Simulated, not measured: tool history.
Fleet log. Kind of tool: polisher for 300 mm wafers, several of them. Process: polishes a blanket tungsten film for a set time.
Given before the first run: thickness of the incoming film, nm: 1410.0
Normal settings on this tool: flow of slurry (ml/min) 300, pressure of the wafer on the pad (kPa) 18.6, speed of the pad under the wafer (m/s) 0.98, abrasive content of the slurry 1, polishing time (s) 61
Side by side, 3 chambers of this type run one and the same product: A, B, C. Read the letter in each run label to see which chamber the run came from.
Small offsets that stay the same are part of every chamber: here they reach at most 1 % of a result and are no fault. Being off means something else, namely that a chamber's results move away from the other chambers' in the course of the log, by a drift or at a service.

| run | hour | flow of slurry (ml/min) | pressure of the wafer on the pad (kPa) | speed of the pad under the wafer (m/s) | abrasive content of the slurry | polishing time (s) | film removed (angstrom) |
|---|---|---|---|---|---|---|---|
|  | 3.8 | chamber C: slurry nozzle cleaned |
| 1C | 5.3 | 300 | 18.6 | 0.98 | 1 | 61 | 1655.6 |
|  | 8 | chamber A: slurry tank refilled with fresh slurry and peroxide |
| 2B | 10.1 | 300 | 18.6 | 0.98 | 1 | 61 | 1648.8 |
| 3A | 14.8 | 300 | 18.6 | 0.98 | 1 | 61 | 1683.3 |
|  | 18.3 | chamber C: worn pad replaced by a new one |
| 4C | 20.8 | 300 | 18.6 | 0.98 | 1 | 61 | 1643.4 |
| 5A | 28.1 | 300 | 18.6 | 0.98 | 1 | 61 | 1687 |
|  | 30 | chamber B: worn pad replaced by a new one |
| 6B | 35.8 | 300 | 18.6 | 0.98 | 1 | 61 | 1657.9 |
|  | 37.1 | chamber A: worn pad replaced by a new one |
| 7C | 42.8 | 300 | 18.6 | 0.98 | 1 | 61 | 1635.2 |
|  | 47.5 | chamber B: slurry blender recalibrated |
| 8A | 52.2 | 300 | 18.6 | 0.98 | 1 | 61 | 1709.8 |
| 9B | 59.2 | 300 | 18.6 | 0.98 | 1 | 61 | 1641.3 |
| 10C | 67 | 235 | 18.6 | 0.98 | 0.7 | 61 | 1460.8 |
|  | 69.7 | chamber C: worn pad replaced by a new one |
|  | 71 | chamber A: slurry nozzle cleaned |
| 11B | 74.5 | 235 | 18.6 | 0.98 | 0.7 | 61 | 1417 |
| 12A | 79.9 | 235 | 18.6 | 0.98 | 0.7 | 61 | 1511.1 |
| 13A | 84.3 | 300 | 18.6 | 0.98 | 0.8 | 61 | 1582.7 |
| 14C | 90 | 300 | 18.6 | 0.98 | 0.8 | 61 | 1575.2 |
|  | 93 | chamber B: head pressure recalibrated |
| 15B | 94.4 | 300 | 18.6 | 0.98 | 0.8 | 61 | 1501.6 |
| 16C | 100.8 | 300 | 18.6 | 0.98 | 1 | 61 | 1666.9 |
|  | 108.4 | chamber B: worn pad replaced by a new one |
| 17B | 109.5 | 300 | 18.6 | 0.98 | 1 | 61 | 1556.4 |
|  | 110.3 | chamber A: slurry tank refilled with fresh slurry and peroxide |
|  | 114.5 | chamber C: slurry tank refilled with fresh slurry and peroxide |
|  | 115.3 | chamber C: worn pad replaced by a new one |
| 18A | 116.1 | 300 | 18.6 | 0.98 | 1 | 61 | 1705.2 |
| 19B | 125.1 | 390 | 18.6 | 0.98 | 1 | 61 | 1568 |
| 20C | 133.4 | 390 | 18.6 | 0.98 | 1 | 61 | 1710.8 |

What goes on in this fleet: one chamber off, a drifting gauge, or nothing beyond the chambers' own small offsets? Name the chamber and the cause, if any.

One chamber, B, drifts off from the rest bit by bit.
What lies behind it: peroxide lost from the slurry, % = 22.8.

Here are 4 candidates for chamber B's next run, each the usual settings with a change, their results left as question marks. Which one brings its results back in line with what the others give on the usual settings?
In-line tolerance around the mean of the other chambers on the usual settings: film removed (angstrom) 52
| 21B-1 | 140.5 | 300 | 19.3 | 1.02 | 1 | 63 | ? |
| 21B-2 | 140.5 | 305 | 20.7 | 0.98 | 1 | 67 | ? |
| 21B-3 | 140.5 | 295 | 18.6 | 0.98 | 0.95 | 51 | ? |
| 21B-4 | 140.5 | 300 | 17.9 | 0.92 | 1 | 61 | ? |

Usual-settings mean across the other chambers: film removed (angstrom) 1669.1
| run | film removed (angstrom) |
|---|---|
| 21B-1 | 1684.3 |
| 21B-2 | 1847 |
| 21B-3 | 1245.2 |
| 21B-4 | 1364.4 |
21B-1 is the one that brings the chamber's results back in line with the other chambers.
